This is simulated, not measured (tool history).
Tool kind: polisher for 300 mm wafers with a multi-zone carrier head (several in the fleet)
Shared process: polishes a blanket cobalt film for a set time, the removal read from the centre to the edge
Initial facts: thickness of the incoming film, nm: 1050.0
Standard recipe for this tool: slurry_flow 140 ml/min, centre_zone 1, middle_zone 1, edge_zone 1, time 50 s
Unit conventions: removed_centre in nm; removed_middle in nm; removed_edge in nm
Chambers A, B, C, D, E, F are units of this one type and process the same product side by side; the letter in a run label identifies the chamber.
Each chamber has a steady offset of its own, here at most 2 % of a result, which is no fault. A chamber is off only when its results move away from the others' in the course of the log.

{"hour": 0.5, "done": "chamber F: worn pad replaced by a new one"}
{"hour": 0.8, "done": "chamber D: worn pad replaced by a new one"}
{"run": "1C", "hour": 4.9, "slurry_flow": 140, "centre_zone": 1, "middle_zone": 1, "edge_zone": 1, "time": 50, "removed_centre": 272.91, "removed_middle": 269.18, "removed_edge": 270.54}
{"hour": 5.2, "done": "chamber E: worn pad replaced by a new one"}
{"run": "2B", "hour": 13.6, "slurry_flow": 140, "centre_zone": 1, "middle_zone": 1, "edge_zone": 1, "time": 50, "removed_centre": 269.63, "removed_middle": 269.65, "removed_edge": 268.01}
{"run": "3D", "hour": 21.7, "slurry_flow": 140, "centre_zone": 1, "middle_zone": 1, "edge_zone": 1, "time": 50, "removed_centre": 266.68, "removed_middle": 279.53, "removed_edge": 273.38}
{"hour": 25.5, "done": "chamber A: worn pad replaced by a new one"}
{"run": "4A", "hour": 26.8, "slurry_flow": 140, "centre_zone": 1, "middle_zone": 1, "edge_zone": 1, "time": 50, "removed_centre": 283.7, "removed_middle": 269.74, "removed_edge": 264.28}
{"hour": 29.3, "done": "chamber C: worn pad replaced by a new one"}
{"run": "5F", "hour": 32.2, "slurry_flow": 140, "centre_zone": 1, "middle_zone": 1, "edge_zone": 1, "time": 50, "removed_centre": 266.88, "removed_middle": 270.81, "removed_edge": 267.91}
{"run": "6E", "hour": 40.1, "slurry_flow": 110, "centre_zone": 1, "middle_zone": 1, "edge_zone": 0.96, "time": 50, "removed_centre": 251.28, "removed_middle": 259.1, "removed_edge": 255.5}
{"run": "7E", "hour": 47.1, "slurry_flow": 110, "centre_zone": 1, "middle_zone": 1, "edge_zone": 0.96, "time": 50, "removed_centre": 255.25, "removed_middle": 259.24, "removed_edge": 253.16}
{"hour": 51.4, "done": "chamber D: worn pad replaced by a new one"}
{"run": "8A", "hour": 53.7, "slurry_flow": 110, "centre_zone": 1, "middle_zone": 1, "edge_zone": 0.96, "time": 50, "removed_centre": 264.08, "removed_middle": 260.08, "removed_edge": 255.33}
{"hour": 56.3, "done": "chamber F: worn pad replaced by a new one"}
{"run": "9D", "hour": 58.5, "slurry_flow": 110, "centre_zone": 1, "middle_zone": 1, "edge_zone": 0.96, "time": 50, "removed_centre": 257.15, "removed_middle": 265.78, "removed_edge": 261.21}
{"run": "10B", "hour": 62.4, "slurry_flow": 110, "centre_zone": 1, "middle_zone": 1, "edge_zone": 0.96, "time": 50, "removed_centre": 246.57, "removed_middle": 257.44, "removed_edge": 255.81}
{"run": "11F", "hour": 67.5, "slurry_flow": 110, "centre_zone": 1, "middle_zone": 1, "edge_zone": 0.96, "time": 50, "removed_centre": 257.72, "removed_middle": 256.39, "removed_edge": 251.06}
{"hour": 67.9, "done": "chamber E: worn pad replaced by a new one"}
{"run": "12C", "hour": 76.4, "slurry_flow": 140, "centre_zone": 1, "middle_zone": 1, "edge_zone": 1, "time": 50, "removed_centre": 266.89, "removed_middle": 276.03, "removed_edge": 272.04}
{"hour": 80.3, "done": "chamber C: worn pad replaced by a new one"}
{"run": "13F", "hour": 81.2, "slurry_flow": 140, "centre_zone": 1, "middle_zone": 1, "edge_zone": 1, "time": 50, "removed_centre": 272.73, "removed_middle": 269.24, "removed_edge": 262.39}
{"run": "14B", "hour": 85.7, "slurry_flow": 140, "centre_zone": 1, "middle_zone": 1, "edge_zone": 1, "time": 50, "removed_centre": 263.85, "removed_middle": 267.76, "removed_edge": 272.74}
{"hour": 86.9, "done": "chamber A: worn pad replaced by a new one"}
{"hour": 90.6, "done": "chamber F: slurry nozzle cleaned"}
{"run": "15E", "hour": 91.9, "slurry_flow": 140, "centre_zone": 1, "middle_zone": 1, "edge_zone": 1, "time": 50, "removed_centre": 272.75, "removed_middle": 274.17, "removed_edge": 268.4}
{"hour": 92.0, "done": "chamber C: slurry nozzle cleaned"}
{"run": "16D", "hour": 97.1, "slurry_flow": 140, "centre_zone": 1, "middle_zone": 1, "edge_zone": 1, "time": 50, "removed_centre": 262.27, "removed_middle": 275.51, "removed_edge": 272.2}
{"run": "17A", "hour": 104.0, "slurry_flow": 140, "centre_zone": 1, "middle_zone": 0.88, "edge_zone": 1, "time": 50, "removed_centre": 275.17, "removed_middle": 243.9, "removed_edge": 272.06}
{"hour": 105.5, "done": "chamber F: edge zone pressure recalibrated"}
{"hour": 108.3, "done": "chamber D: worn pad replaced by a new one"}
{"run": "18C", "hour": 111.9, "slurry_flow": 140, "centre_zone": 1, "middle_zone": 0.88, "edge_zone": 1, "time": 50, "removed_centre": 266.66, "removed_middle": 243.46, "removed_edge": 276.28}
{"run": "19F", "hour": 120.9, "slurry_flow": 140, "centre_zone": 1, "middle_zone": 0.88, "edge_zone": 1, "time": 50, "removed_centre": 270.01, "removed_middle": 236.83, "removed_edge": 269.4}
{"hour": 121.9, "done": "chamber F: worn pad replaced by a new one"}
{"hour": 126.6, "done": "chamber E: worn pad replaced by a new one"}
{"run": "20C", "hour": 127.1, "slurry_flow": 140, "centre_zone": 1, "middle_zone": 0.88, "edge_zone": 1, "time": 50, "removed_centre": 277.31, "removed_middle": 243.35, "removed_edge": 268.66}
{"run": "21A", "hour": 132.0, "slurry_flow": 140, "centre_zone": 1, "middle_zone": 0.88, "edge_zone": 1, "time": 50, "removed_centre": 273.25, "removed_middle": 239.61, "removed_edge": 267.55}
{"hour": 136.4, "done": "chamber C: worn pad replaced by a new one"}
{"run": "22E", "hour": 139.5, "slurry_flow": 140, "centre_zone": 1, "middle_zone": 0.88, "edge_zone": 1, "time": 50, "removed_centre": 273.41, "removed_middle": 246.59, "removed_edge": 277.73}
{"hour": 140.1, "done": "chamber A: worn pad replaced by a new one"}
{"run": "23D", "hour": 144.4, "slurry_flow": 185, "centre_zone": 1, "middle_zone": 1, "edge_zone": 1, "time": 50, "removed_centre": 284.13, "removed_middle": 286.2, "removed_edge": 275.01}
{"run": "24B", "hour": 153.2, "slurry_flow": 185, "centre_zone": 1, "middle_zone": 1, "edge_zone": 1, "time": 50, "removed_centre": 275.36, "removed_middle": 272.74, "removed_edge": 279.89}
{"hour": 156.7, "done": "chamber E: slurry nozzle cleaned"}
{"hour": 158.5, "done": "chamber A: slurry nozzle cleaned"}
{"run": "25C", "hour": 160.0, "slurry_flow": 185, "centre_zone": 1, "middle_zone": 1, "edge_zone": 1, "time": 50, "removed_centre": 285.6, "removed_middle": 286.53, "removed_edge": 286.43}
{"run": "26B", "hour": 168.8, "slurry_flow": 185, "centre_zone": 1, "middle_zone": 1, "edge_zone": 1, "time": 50, "removed_centre": 266.54, "removed_middle": 270.39, "removed_edge": 273.97}
{"hour": 169.7, "done": "chamber D: worn pad replaced by a new one"}
{"hour": 176.3, "done": "chamber F: worn pad replaced by a new one"}
{"run": "27E", "hour": 177.0, "slurry_flow": 185, "centre_zone": 1, "middle_zone": 1, "edge_zone": 1, "time": 50, "removed_centre": 286.32, "removed_middle": 289.14, "removed_edge": 279.76}
{"hour": 184.8, "done": "chamber C: worn pad replaced by a new one"}
{"run": "28F", "hour": 185.2, "slurry_flow": 185, "centre_zone": 1, "middle_zone": 1, "edge_zone": 1, "time": 50, "removed_centre": 289.37, "removed_middle": 286.8, "removed_edge": 281.36}
{"hour": 185.3, "done": "chamber E: worn pad replaced by a new one"}
{"run": "29A", "hour": 194.3, "slurry_flow": 140, "centre_zone": 1, "middle_zone": 1, "edge_zone": 1, "time": 50, "removed_centre": 272.55, "removed_middle": 271.81, "removed_edge": 268.97}
{"hour": 194.9, "done": "chamber D: centre zone pressure recalibrated"}
{"hour": 196.3, "done": "chamber D: slurry nozzle cleaned"}
{"run": "30D", "hour": 200.5, "slurry_flow": 140, "centre_zone": 1, "middle_zone": 1, "edge_zone": 1, "time": 50, "removed_centre": 274.78, "removed_middle": 274.64, "removed_edge": 270.26}
{"hour": 205.7, "done": "chamber A: worn pad replaced by a new one"}
{"run": "31A", "hour": 209.3, "slurry_flow": 140, "centre_zone": 1, "middle_zone": 1, "edge_zone": 1, "time": 50, "removed_centre": 273.02, "removed_middle": 271.16, "removed_edge": 273.45}
{"run": "32E", "hour": 217.2, "slurry_flow": 140, "centre_zone": 1, "middle_zone": 1, "edge_zone": 1, "time": 50, "removed_centre": 274.01, "removed_middle": 277.25, "removed_edge": 272.7}
{"run": "33B", "hour": 224.6, "slurry_flow": 140, "centre_zone": 1, "middle_zone": 1, "edge_zone": 1, "time": 50, "removed_centre": 241.94, "removed_middle": 249.31, "removed_edge": 251.88}
{"hour": 226.9, "done": "chamber A: centre zone pressure recalibrated"}
{"hour": 227.4, "done": "chamber D: worn pad replaced by a new one"}
{"hour": 229.7, "done": "chamber F: worn pad replaced by a new one"}
{"hour": 233.0, "done": "chamber C: worn pad replaced by a new one"}
{"run": "34C", "hour": 233.6, "slurry_flow": 140, "centre_zone": 1, "middle_zone": 1, "edge_zone": 1, "time": 50, "removed_centre": 277.2, "removed_middle": 274.61, "removed_edge": 274}
{"hour": 236.4, "done": "chamber E: worn pad replaced by a new one"}
{"run": "35D", "hour": 238.1, "slurry_flow": 140, "centre_zone": 1, "middle_zone": 1, "edge_zone": 1, "time": 50, "removed_centre": 267.32, "removed_middle": 276.87, "removed_edge": 268.58}
{"run": "36F", "hour": 242.6, "slurry_flow": 140, "centre_zone": 1, "middle_zone": 1, "edge_zone": 1, "time": 50, "removed_centre": 274.08, "removed_middle": 272.73, "removed_edge": 264.94}
{"run": "37D", "hour": 250.4, "slurry_flow": 140, "centre_zone": 1, "middle_zone": 1, "edge_zone": 1, "time": 50, "removed_centre": 264.39, "removed_middle": 275.41, "removed_edge": 273.49}
{"run": "38B", "hour": 254.5, "slurry_flow": 140, "centre_zone": 1, "middle_zone": 1, "edge_zone": 1, "time": 50, "removed_centre": 247.54, "removed_middle": 245.34, "removed_edge": 249.54}
{"run": "39E", "hour": 262.0, "slurry_flow": 140, "centre_zone": 1, "middle_zone": 1, "edge_zone": 1, "time": 50, "removed_centre": 277.68, "removed_middle": 274.99, "removed_edge": 270.75}
{"hour": 268.6, "done": "chamber A: worn pad replaced by a new one"}
{"run": "40C", "hour": 269.0, "slurry_flow": 140, "centre_zone": 1, "middle_zone": 1, "edge_zone": 1, "time": 50, "removed_centre": 268.44, "removed_middle": 271.51, "removed_edge": 271.04}
{"run": "41A", "hour": 275.1, "slurry_flow": 140, "centre_zone": 1, "middle_zone": 1, "edge_zone": 1, "time": 50, "removed_centre": 274.59, "removed_middle": 273.75, "removed_edge": 270.98}
{"run": "42F", "hour": 280.9, "slurry_flow": 140, "centre_zone": 1, "middle_zone": 1, "edge_zone": 1, "time": 50, "removed_centre": 279.66, "removed_middle": 271.9, "removed_edge": 266.87}

All chambers now run identical settings, listed one chamber a line with results as question marks. What results will each chamber show?
{"run": "43A", "hour": 287.5, "slurry_flow": 140, "centre_zone": 1.09, "middle_zone": 1, "edge_zone": 1, "time": 50, "removed_centre": "?", "removed_middle": "?", "removed_edge": "?"}
{"run": "43B", "hour": 287.5, "slurry_flow": 140, "centre_zone": 1.09, "middle_zone": 1, "edge_zone": 1, "time": 50, "removed_centre": "?", "removed_middle": "?", "removed_edge": "?"}
{"run": "43C", "hour": 287.5, "slurry_flow": 140, "centre_zone": 1.09, "middle_zone": 1, "edge_zone": 1, "time": 50, "removed_centre": "?", "removed_middle": "?", "removed_edge": "?"}
{"run": "43D", "hour": 287.5, "slurry_flow": 140, "centre_zone": 1.09, "middle_zone": 1, "edge_zone": 1, "time": 50, "removed_centre": "?", "removed_middle": "?", "removed_edge": "?"}
{"run": "43E", "hour": 287.5, "slurry_flow": 140, "centre_zone": 1.09, "middle_zone": 1, "edge_zone": 1, "time": 50, "removed_centre": "?", "removed_middle": "?", "removed_edge": "?"}
{"run": "43F", "hour": 287.5, "slurry_flow": 140, "centre_zone": 1.09, "middle_zone": 1, "edge_zone": 1, "time": 50, "removed_centre": "?", "removed_middle": "?", "removed_edge": "?"}

run=43A removed_centre=304.55 removed_middle=270.69 removed_edge=268.11
run=43B removed_centre=260.89 removed_middle=240.85 removed_edge=244.36
run=43C removed_centre=295.98 removed_middle=271.37 removed_edge=273.5
run=43D removed_centre=307.04 removed_middle=276.28 removed_edge=267.95
run=43E removed_centre=298.27 removed_middle=275.55 removed_edge=270.08
run=43F removed_centre=297.3 removed_middle=269.24 removed_edge=271.63

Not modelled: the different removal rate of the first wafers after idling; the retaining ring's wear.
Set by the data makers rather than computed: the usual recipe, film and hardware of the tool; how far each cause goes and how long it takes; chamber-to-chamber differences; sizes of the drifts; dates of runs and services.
